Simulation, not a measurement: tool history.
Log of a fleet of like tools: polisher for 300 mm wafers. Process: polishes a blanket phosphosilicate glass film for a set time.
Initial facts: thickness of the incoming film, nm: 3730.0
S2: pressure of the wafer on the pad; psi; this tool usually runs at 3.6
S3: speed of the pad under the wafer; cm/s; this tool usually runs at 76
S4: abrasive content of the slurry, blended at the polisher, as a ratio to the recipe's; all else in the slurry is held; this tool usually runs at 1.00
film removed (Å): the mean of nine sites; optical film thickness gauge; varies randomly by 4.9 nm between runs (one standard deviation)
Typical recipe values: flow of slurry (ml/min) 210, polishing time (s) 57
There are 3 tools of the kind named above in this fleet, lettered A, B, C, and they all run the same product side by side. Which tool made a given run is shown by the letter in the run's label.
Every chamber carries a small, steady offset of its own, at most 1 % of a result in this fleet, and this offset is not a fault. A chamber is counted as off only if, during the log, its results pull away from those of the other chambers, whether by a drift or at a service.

Run 1B, hour 7.4: usual settings. Result: film removed (Å) 4244.6.
At hour 11.2: chamber C: worn pad replaced by a new one.
Run 2A, hour 15.1: usual settings. Result: film removed (Å) 4202.9.
Run 3C, hour 21.7: usual settings. Result: film removed (Å) 4258.9.
At hour 29.7: chamber A: slurry nozzle cleaned.
Run 4B, hour 30.2: usual settings. Result: film removed (Å) 4250.1.
Run 5C, hour 37.6: usual settings. Result: film removed (Å) 4215.9.
Run 6A, hour 43.8: usual settings. Result: film removed (Å) 4182.3.
At hour 48.2: chamber C: conditioning disc replaced and pad reconditioned.
At hour 50.0: chamber B: slurry nozzle cleaned.
Run 7A, hour 51.3: usual settings but S3 56 cm/s, S4 1.25. Result: film removed (Å) 3578.7.
Run 8B, hour 58.8: usual settings but S3 56 cm/s, S4 1.25. Result: film removed (Å) 3642.3.
Run 9C, hour 63.8: usual settings but S3 56 cm/s, S4 1.25. Result: film removed (Å) 3603.4.
At hour 68.7: chamber B: conditioning disc replaced and pad reconditioned.
At hour 68.8: chamber A: worn pad replaced by a new one.
Run 10C, hour 71.6: usual settings. Result: film removed (Å) 4279.7.
At hour 76.8: chamber B: slurry blender recalibrated.
Run 11A, hour 77.5: usual settings. Result: film removed (Å) 4322.1.
Run 12B, hour 83.1: usual settings. Result: film removed (Å) 4202.4.
Run 13B, hour 89.9: usual settings. Result: film removed (Å) 4184.0.
Run 14C, hour 94.2: usual settings. Result: film removed (Å) 4224.5.
At hour 97.0: chamber C: head pressure recalibrated.
Run 15A, hour 99.7: usual settings. Result: film removed (Å) 4279.0.
Run 16C, hour 104.0: usual settings. Result: film removed (Å) 4252.1.
At hour 106.3: chamber C: worn pad replaced by a new one.
Run 17B, hour 112.0: usual settings. Result: film removed (Å) 4253.1.
Run 18A, hour 120.4: usual settings. Result: film removed (Å) 4269.5.
Run 19B, hour 124.4: usual settings. Result: film removed (Å) 4054.2.
Run 20A, hour 132.6: usual settings but flow of slurry (ml/min) 250. Result: film removed (Å) 4294.8.
Run 21C, hour 139.3: usual settings but flow of slurry (ml/min) 250. Result: film removed (Å) 4291.0.
Run 22B, hour 147.0: usual settings but flow of slurry (ml/min) 250. Result: film removed (Å) 4130.2.
Run 23C, hour 153.5: usual settings but S2 2.9 psi, polishing time (s) 39. Result: film removed (Å) 2357.6.
Run 24A, hour 161.5: usual settings but S2 2.9 psi, polishing time (s) 39. Result: film removed (Å) 2345.6.
At hour 163.6: chamber C: slurry blender recalibrated.
Run 25C, hour 167.6: usual settings but S2 2.9 psi, polishing time (s) 39. Result: film removed (Å) 2264.0.
Run 26B, hour 173.3: usual settings. Result: film removed (Å) 3984.2.
Run 27A, hour 178.3: usual settings but S4 1.10, polishing time (s) 42. Result: film removed (Å) 3232.6.
Run 28B, hour 186.6: usual settings but S4 1.10, polishing time (s) 42. Result: film removed (Å) 3002.0.
Run 29A, hour 190.7: usual settings but S4 1.10, polishing time (s) 42. Result: film removed (Å) 3225.9.
At hour 193.5: chamber A: worn pad replaced by a new one.
Run 30C, hour 198.4: usual settings. Result: film removed (Å) 4219.1.
Run 31A, hour 204.6: usual settings. Result: film removed (Å) 4211.2.
At hour 208.5: chamber A: conditioning disc replaced and pad reconditioned.
At hour 210.8: chamber C: worn pad replaced by a new one.
Run 32C, hour 211.9: usual settings. Result: film removed (Å) 4248.1.
Run 33B, hour 217.2: usual settings. Result: film removed (Å) 3927.4.
Run 34A, hour 222.1: usual settings but polishing time (s) 73. Result: film removed (Å) 5437.1.
Run 35C, hour 229.4: usual settings but polishing time (s) 73. Result: film removed (Å) 5381.7.
Run 36B, hour 237.1: usual settings but polishing time (s) 73. Result: film removed (Å) 4868.6.
Run 37B, hour 242.5: usual settings. Result: film removed (Å) 3859.3.

Is one chamber out of step, is the gauge drifting, or do the chambers differ by no more than their own small offsets? For an off chamber, give its letter and the likeliest cause.

Chamber B drifts away from the others.
Most likely cause: removal rate lost through wear of the pad, % = 10.5.
The log may not separate it from: head's pressure below its setpoint, %.

Which of the 4 candidates below, each the usual settings with something changed and its results left as question marks, puts chamber B back in line with what the other chambers give on the usual settings?
A result is in line if it is within this distance of the other chambers' mean on the usual settings: film removed (Å) 170.0
Run 38B-1, hour 248.5: usual settings but polishing time (s) 63. Result: film removed (Å) ?.
Run 38B-2, hour 248.5: usual settings but S2 3.5 psi. Result: film removed (Å) ?.
Run 38B-3, hour 248.5: usual settings but polishing time (s) 58. Result: film removed (Å) ?.
Run 38B-4, hour 248.5: usual settings but S2 3.3 psi, S4 0.95. Result: film removed (Å) ?.

Average result of the remaining chambers running the usual settings: film removed (Å) 4211.6
  run  film removed (Å)
38B-1            4224.4
38B-2            3716.3
38B-3            3889.2
38B-4            3424.1
The answer is 38B-1, which returns the chamber to within the allowed miss of the others.
